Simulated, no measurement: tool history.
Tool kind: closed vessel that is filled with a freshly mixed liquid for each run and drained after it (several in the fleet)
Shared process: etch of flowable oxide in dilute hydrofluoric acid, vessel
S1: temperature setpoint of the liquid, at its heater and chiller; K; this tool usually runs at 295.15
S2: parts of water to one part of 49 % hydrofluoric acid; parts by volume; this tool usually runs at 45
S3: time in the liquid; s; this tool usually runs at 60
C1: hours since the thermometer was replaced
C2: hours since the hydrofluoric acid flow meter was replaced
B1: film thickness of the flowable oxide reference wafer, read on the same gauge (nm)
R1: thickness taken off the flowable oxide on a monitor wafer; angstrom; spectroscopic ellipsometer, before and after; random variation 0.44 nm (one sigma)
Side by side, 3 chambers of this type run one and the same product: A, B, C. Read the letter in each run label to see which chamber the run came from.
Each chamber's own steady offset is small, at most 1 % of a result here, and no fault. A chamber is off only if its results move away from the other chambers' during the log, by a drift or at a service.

run	day	S1	S2	S3	C1	C2	B1	R1
1A	0.458	295.15	45	60	1603.1	514.6	100.010	565.42
2C	0.808	295.15	45	60	501.2	417.1	99.994	559.41
3B	1.112	295.15	45	60	933.0	841.2	100.020	567.23
4C	1.562	295.15	45	60	519.3	435.2	100.020	560.43
5A	2.138	295.15	45	45	1643.4	554.9	100.040	426.82
6B	2.733	295.15	45	45	971.9	880.1	99.997	427.34
7B	3.071	295.15	45	45	980.0	888.2	100.000	416.06
8A	3.404	295.15	45	60	1673.8	585.3	99.979	561.49
9C	4.038	295.15	45	60	578.7	494.6	99.964	574.09
10C	4.550	295.15	40	40	591.0	506.9	99.985	439.87
11A	5.075	295.15	40	40	1713.9	625.4	99.993	430.42
12B	5.525	295.15	40	40	1038.9	947.1	100.020	424.81
13C	6.050	295.15	45	60	627.0	542.9	99.999	579.39
14A	6.346	295.15	55	60	1744.4	655.9	99.982	457.73
15B	6.704	295.15	55	60	1067.2	975.4	100.020	458.24
# day 6.838: chamber A: thermometer replaced
16B	7.262	295.15	55	60	1080.6	988.8	99.992	450.66
17C	7.721	295.15	45	60	667.1	583.0	99.997	592.61
18A	8.050	295.15	45	60	29.2	696.8	100.020	567.30
# day 8.421: chamber A: hydrofluoric acid flow meter replaced
19B	8.542	295.15	45	60	1111.3	1019.5	100.020	560.48
20A	9.083	295.15	45	60	54.0	16.0	100.030	557.09
21C	9.542	295.15	45	60	710.8	626.7	100.010	590.34
22C	9.958	295.15	45	60	720.8	636.7	100.050	603.15
23A	10.354	298.15	45	30	84.5	46.5	100.020	315.72
24B	10.962	298.15	45	30	1169.4	1077.6	100.010	318.52
# day 11.158: chamber B: thermometer replaced
25A	11.500	298.15	45	30	112.0	74.0	99.997	322.61
26C	11.908	295.15	45	60	767.6	683.5	99.982	603.71
27B	12.392	295.15	45	60	29.6	1111.9	99.987	558.88
28C	13.004	296.65	40	60	793.9	709.8	99.996	728.84
29B	13.554	296.65	40	60	57.5	1139.8	100.010	673.12
30A	13.908	296.65	40	60	169.8	131.8	99.996	680.73
31A	14.388	295.15	45	60	181.3	143.3	99.990	563.70
32C	14.921	295.15	45	60	839.9	755.8	99.967	611.98
33B	15.371	295.15	45	60	101.1	1183.4	100.000	556.49

All 3 chambers run these settings next. Forecast each chamber's results:
34A	15.825	295.15	45	60				?
34B	15.825	295.15	45	60				?
34C	15.825	295.15	45	60				?

run	R1
34A	567.36
34B	566.04
34C	609.79
